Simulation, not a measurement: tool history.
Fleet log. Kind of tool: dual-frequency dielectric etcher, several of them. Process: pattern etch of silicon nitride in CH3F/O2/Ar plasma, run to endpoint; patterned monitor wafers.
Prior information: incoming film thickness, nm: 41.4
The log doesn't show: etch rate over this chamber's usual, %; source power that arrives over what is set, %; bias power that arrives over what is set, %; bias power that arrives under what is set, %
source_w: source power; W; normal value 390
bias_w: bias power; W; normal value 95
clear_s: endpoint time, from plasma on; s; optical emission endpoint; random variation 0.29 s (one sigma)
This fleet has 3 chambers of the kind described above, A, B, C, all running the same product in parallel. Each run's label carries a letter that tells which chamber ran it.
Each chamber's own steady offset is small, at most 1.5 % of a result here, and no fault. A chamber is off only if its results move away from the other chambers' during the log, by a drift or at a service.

run,hour,source_w,bias_w,hours since the last wet clean,hours since the last source power generator calibration,hours since the last bias power generator calibration,clear_s
1A,5.0,390,95,333.5,1987.6,2110.9,54.370
2B,11.0,390,95,114.5,399.5,2352.3,55.084
3C,16.3,390,95,523.5,1972.9,3338.0,55.748
4C,21.1,390,95,528.3,1977.7,3342.8,55.206
5B,25.4,390,88,128.9,413.9,2366.7,56.332
6A,30.6,390,88,359.1,2013.2,2136.5,55.591
7B,34.5,390,88,138.0,423.0,2375.8,56.633
# hour 38.3: chamber C: wet clean of the chamber
8C,41.9,390,95,3.7,1998.5,3363.6,56.171
9A,47.6,390,95,376.1,2030.2,2153.5,54.444
10B,51.5,390,95,155.0,440.0,2392.8,54.927
11C,56.4,390,95,18.2,2013.0,3378.1,55.671
12A,60.6,390,95,389.1,2043.2,2166.5,54.288
# hour 62.0: chamber A: wet clean of the chamber
13A,65.5,390,95,3.5,2048.1,2171.4,51.941
14B,69.8,390,95,173.3,458.3,2411.1,54.937
15C,74.4,390,95,36.2,2031.0,3396.1,55.291
16B,79.7,390,95,183.2,468.2,2421.0,54.951
17A,87.3,390,95,25.3,2069.9,2193.2,52.169
18C,91.7,390,95,53.5,2048.3,3413.4,55.492
19C,96.8,390,95,58.6,2053.4,3418.5,55.348
20B,100.7,390,95,204.2,489.2,2442.0,54.982
21A,108.4,390,95,46.4,2091.0,2214.3,52.093
22C,113.9,390,95,75.7,2070.5,3435.6,55.561
23A,120.2,390,95,58.2,2102.8,2226.1,52.241
24B,127.3,390,95,230.8,515.8,2468.6,54.693
25C,134.9,470,115,96.7,2091.5,3456.6,48.173
26B,141.4,470,115,244.9,529.9,2482.7,47.788
27A,147.5,470,115,85.5,2130.1,2253.4,45.318
28A,152.1,390,95,90.1,2134.7,2258.0,52.633
29C,159.6,390,95,121.4,2116.2,3481.3,55.193
30B,167.3,390,95,270.8,555.8,2508.6,55.019
31C,171.8,390,95,133.6,2128.4,3493.5,55.319
32A,176.7,390,95,114.7,2159.3,2282.6,52.468
33B,183.9,390,95,287.4,572.4,2525.2,54.629
34A,188.9,390,95,126.9,2171.5,2294.8,52.200
35C,193.1,390,95,154.9,2149.7,3514.8,55.658
36B,198.9,390,95,302.4,587.4,2540.2,54.946
37C,203.0,390,95,164.8,2159.6,3524.7,55.056
38A,206.5,390,95,144.5,2189.1,2312.4,52.129

Does one chamber stand apart from the rest, does the shared gauge drift, or is all well apart from small per-chamber offsets? Give the chamber and the most likely cause, where there is one.

A service on chamber A put it out of line with the rest.
Likeliest cause: etch rate over this chamber's usual, % = 4.55.

Below are 4 candidate recipes for chamber A's next run, each the usual settings with a change, their results shown as question marks. Which of them brings A's results back in line with what the other chambers give on the usual settings?
In line here means within this much of the mean the other chambers give on the usual settings: clear_s 1.000 s
39A-1,212.1,360,88,,,,?
39A-2,212.1,380,92,,,,?
39A-3,212.1,390,110,,,,?
39A-4,212.1,400,98,,,,?

Mean of the other chambers on the usual settings: clear_s 55.138 s
run,clear_s
39A-1,55.177
39A-2,53.232
39A-3,49.416
39A-4,51.062
The answer is 39A-1, which returns the chamber to within the allowed miss of the others.

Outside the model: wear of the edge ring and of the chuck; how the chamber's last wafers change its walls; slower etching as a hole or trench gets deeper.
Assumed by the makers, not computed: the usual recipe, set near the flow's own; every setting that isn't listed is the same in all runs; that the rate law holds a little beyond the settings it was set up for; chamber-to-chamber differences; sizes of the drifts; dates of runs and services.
